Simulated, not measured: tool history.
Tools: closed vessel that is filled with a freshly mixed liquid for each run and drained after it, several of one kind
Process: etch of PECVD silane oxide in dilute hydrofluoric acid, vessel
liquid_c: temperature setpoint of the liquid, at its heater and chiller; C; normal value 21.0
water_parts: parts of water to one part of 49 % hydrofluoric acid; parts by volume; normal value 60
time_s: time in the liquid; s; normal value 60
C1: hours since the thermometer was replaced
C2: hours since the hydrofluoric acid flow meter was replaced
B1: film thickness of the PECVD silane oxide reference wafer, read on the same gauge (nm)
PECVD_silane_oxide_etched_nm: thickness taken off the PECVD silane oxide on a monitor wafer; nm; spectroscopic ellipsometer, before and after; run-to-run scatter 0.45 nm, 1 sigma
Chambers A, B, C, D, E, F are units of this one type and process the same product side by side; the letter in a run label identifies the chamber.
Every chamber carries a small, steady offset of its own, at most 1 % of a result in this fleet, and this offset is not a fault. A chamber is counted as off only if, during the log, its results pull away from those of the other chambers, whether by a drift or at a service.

run 1E hour=8.7 | liquid_c=21.0 water_parts=60 time_s=60 | C1=646.8 C2=730.1 | B1=120.02 | PECVD_silane_oxide_etched_nm=46.293
run 2F hour=23.9 | liquid_c=21.0 water_parts=60 time_s=60 | C1=409.4 C2=492.7 | B1=119.99 | PECVD_silane_oxide_etched_nm=46.169
run 3B hour=39.9 | liquid_c=21.0 water_parts=60 time_s=60 | C1=1531.9 C2=1539.4 | B1=120.01 | PECVD_silane_oxide_etched_nm=46.036
run 4A hour=52.9 | liquid_c=21.0 water_parts=60 time_s=60 | C1=652.2 C2=1720.9 | B1=120.05 | PECVD_silane_oxide_etched_nm=46.664
run 5D hour=61.2 | liquid_c=21.0 water_parts=60 time_s=60 | C1=738.4 C2=233.6 | B1=120.01 | PECVD_silane_oxide_etched_nm=46.954
run 6C hour=74.4 | liquid_c=21.0 water_parts=60 time_s=60 | C1=860.7 C2=292.9 | B1=119.96 | PECVD_silane_oxide_etched_nm=45.603
run 7C hour=89.6 | liquid_c=21.0 water_parts=60 time_s=60 | C1=875.9 C2=308.1 | B1=119.94 | PECVD_silane_oxide_etched_nm=46.588
run 8F hour=104.2 | liquid_c=21.0 water_parts=60 time_s=60 | C1=489.7 C2=573.0 | B1=120.07 | PECVD_silane_oxide_etched_nm=45.361
run 9A hour=117.5 | liquid_c=21.0 water_parts=60 time_s=60 | C1=716.8 C2=1785.5 | B1=119.99 | PECVD_silane_oxide_etched_nm=45.996
-- hour=123.8 chamber D: thermometer replaced
run 10D hour=128.3 | liquid_c=21.0 water_parts=60 time_s=60 | C1=4.5 C2=300.7 | B1=120.01 | PECVD_silane_oxide_etched_nm=46.399
run 11E hour=143.3 | liquid_c=21.0 water_parts=60 time_s=60 | C1=781.4 C2=864.7 | B1=119.98 | PECVD_silane_oxide_etched_nm=46.056
run 12B hour=155.4 | liquid_c=21.0 water_parts=60 time_s=60 | C1=1647.4 C2=1654.9 | B1=120.00 | PECVD_silane_oxide_etched_nm=46.380
run 13C hour=162.8 | liquid_c=21.0 water_parts=60 time_s=60 | C1=949.1 C2=381.3 | B1=120.00 | PECVD_silane_oxide_etched_nm=47.050
run 14D hour=175.7 | liquid_c=21.0 water_parts=60 time_s=60 | C1=51.9 C2=348.1 | B1=120.01 | PECVD_silane_oxide_etched_nm=46.234
run 15E hour=187.3 | liquid_c=21.0 water_parts=60 time_s=60 | C1=825.4 C2=908.7 | B1=119.98 | PECVD_silane_oxide_etched_nm=45.366
run 16F hour=198.8 | liquid_c=21.0 water_parts=60 time_s=60 | C1=584.3 C2=667.6 | B1=120.02 | PECVD_silane_oxide_etched_nm=46.292
run 17B hour=211.9 | liquid_c=21.0 water_parts=60 time_s=60 | C1=1703.9 C2=1711.4 | B1=119.98 | PECVD_silane_oxide_etched_nm=46.898
-- hour=212.1 chamber C: thermometer replaced
run 18A hour=224.1 | liquid_c=21.0 water_parts=60 time_s=60 | C1=823.4 C2=1892.1 | B1=120.02 | PECVD_silane_oxide_etched_nm=45.751
run 19F hour=239.1 | liquid_c=21.0 water_parts=60 time_s=60 | C1=624.6 C2=707.9 | B1=120.04 | PECVD_silane_oxide_etched_nm=46.475
run 20A hour=253.8 | liquid_c=21.0 water_parts=60 time_s=60 | C1=853.1 C2=1921.8 | B1=120.00 | PECVD_silane_oxide_etched_nm=45.594
run 21E hour=268.9 | liquid_c=21.0 water_parts=60 time_s=60 | C1=907.0 C2=990.3 | B1=120.03 | PECVD_silane_oxide_etched_nm=45.445
run 22D hour=276.1 | liquid_c=21.0 water_parts=60 time_s=60 | C1=152.3 C2=448.5 | B1=120.00 | PECVD_silane_oxide_etched_nm=47.174
run 23B hour=285.5 | liquid_c=21.0 water_parts=60 time_s=60 | C1=1777.5 C2=1785.0 | B1=120.01 | PECVD_silane_oxide_etched_nm=46.824
-- hour=292.8 chamber E: thermometer replaced
run 24C hour=297.8 | liquid_c=21.0 water_parts=60 time_s=60 | C1=85.7 C2=516.3 | B1=120.05 | PECVD_silane_oxide_etched_nm=46.233
run 25D hour=312.5 | liquid_c=21.0 water_parts=60 time_s=60 | C1=188.7 C2=484.9 | B1=120.01 | PECVD_silane_oxide_etched_nm=47.031
run 26A hour=325.7 | liquid_c=21.0 water_parts=60 time_s=60 | C1=925.0 C2=1993.7 | B1=120.02 | PECVD_silane_oxide_etched_nm=46.724
run 27B hour=339.4 | liquid_c=21.0 water_parts=60 time_s=60 | C1=1831.4 C2=1838.9 | B1=120.03 | PECVD_silane_oxide_etched_nm=46.382
run 28F hour=350.4 | liquid_c=21.0 water_parts=60 time_s=60 | C1=735.9 C2=819.2 | B1=119.98 | PECVD_silane_oxide_etched_nm=44.410
run 29E hour=363.6 | liquid_c=21.0 water_parts=60 time_s=60 | C1=70.9 C2=1085.0 | B1=119.97 | PECVD_silane_oxide_etched_nm=46.633
run 30C hour=377.8 | liquid_c=21.0 water_parts=60 time_s=60 | C1=165.7 C2=596.3 | B1=120.04 | PECVD_silane_oxide_etched_nm=46.463
run 31C hour=391.2 | liquid_c=21.0 water_parts=60 time_s=60 | C1=179.1 C2=609.7 | B1=120.00 | PECVD_silane_oxide_etched_nm=46.811
run 32E hour=399.4 | liquid_c=21.0 water_parts=60 time_s=60 | C1=106.7 C2=1120.8 | B1=120.02 | PECVD_silane_oxide_etched_nm=46.055
run 33B hour=407.6 | liquid_c=21.0 water_parts=60 time_s=60 | C1=1899.6 C2=1907.1 | B1=119.98 | PECVD_silane_oxide_etched_nm=46.709
run 34A hour=423.1 | liquid_c=21.0 water_parts=60 time_s=60 | C1=1022.4 C2=2091.1 | B1=120.04 | PECVD_silane_oxide_etched_nm=46.918
run 35D hour=431.4 | liquid_c=21.0 water_parts=60 time_s=60 | C1=307.6 C2=603.8 | B1=119.96 | PECVD_silane_oxide_etched_nm=46.669
run 36F hour=438.6 | liquid_c=25.5 water_parts=45 time_s=60 | C1=824.1 C2=907.4 | B1=120.00 | PECVD_silane_oxide_etched_nm=69.621
run 37A hour=447.9 | liquid_c=25.5 water_parts=45 time_s=60 | C1=1047.2 C2=2115.9 | B1=120.02 | PECVD_silane_oxide_etched_nm=75.263
run 38C hour=462.5 | liquid_c=25.5 water_parts=45 time_s=60 | C1=250.4 C2=681.0 | B1=120.02 | PECVD_silane_oxide_etched_nm=75.623
run 39D hour=472.2 | liquid_c=25.5 water_parts=45 time_s=60 | C1=348.4 C2=644.6 | B1=119.99 | PECVD_silane_oxide_etched_nm=75.360
run 40F hour=484.3 | liquid_c=25.5 water_parts=45 time_s=60 | C1=869.8 C2=953.1 | B1=120.01 | PECVD_silane_oxide_etched_nm=69.592
run 41E hour=498.4 | liquid_c=25.5 water_parts=45 time_s=60 | C1=205.7 C2=1219.8 | B1=120.02 | PECVD_silane_oxide_etched_nm=75.816
run 42B hour=510.5 | liquid_c=21.0 water_parts=60 time_s=60 | C1=2002.5 C2=2010.0 | B1=119.99 | PECVD_silane_oxide_etched_nm=46.686
run 43B hour=519.3 | liquid_c=21.0 water_parts=60 time_s=60 | C1=2011.3 C2=2018.8 | B1=119.97 | PECVD_silane_oxide_etched_nm=46.857

All 6 chambers run these settings next. Forecast each chamber's results:
run 44A hour=531.0 | liquid_c=21.0 water_parts=60 time_s=60 | PECVD_silane_oxide_etched_nm=?
run 44B hour=531.0 | liquid_c=21.0 water_parts=60 time_s=60 | PECVD_silane_oxide_etched_nm=?
run 44C hour=531.0 | liquid_c=21.0 water_parts=60 time_s=60 | PECVD_silane_oxide_etched_nm=?
run 44D hour=531.0 | liquid_c=21.0 water_parts=60 time_s=60 | PECVD_silane_oxide_etched_nm=?
run 44E hour=531.0 | liquid_c=21.0 water_parts=60 time_s=60 | PECVD_silane_oxide_etched_nm=?
run 44F hour=531.0 | liquid_c=21.0 water_parts=60 time_s=60 | PECVD_silane_oxide_etched_nm=?

run=44A PECVD_silane_oxide_etched_nm=46.226
run=44B PECVD_silane_oxide_etched_nm=46.618
run=44C PECVD_silane_oxide_etched_nm=45.975
run=44D PECVD_silane_oxide_etched_nm=46.748
run=44E PECVD_silane_oxide_etched_nm=46.061
run=44F PECVD_silane_oxide_etched_nm=41.466
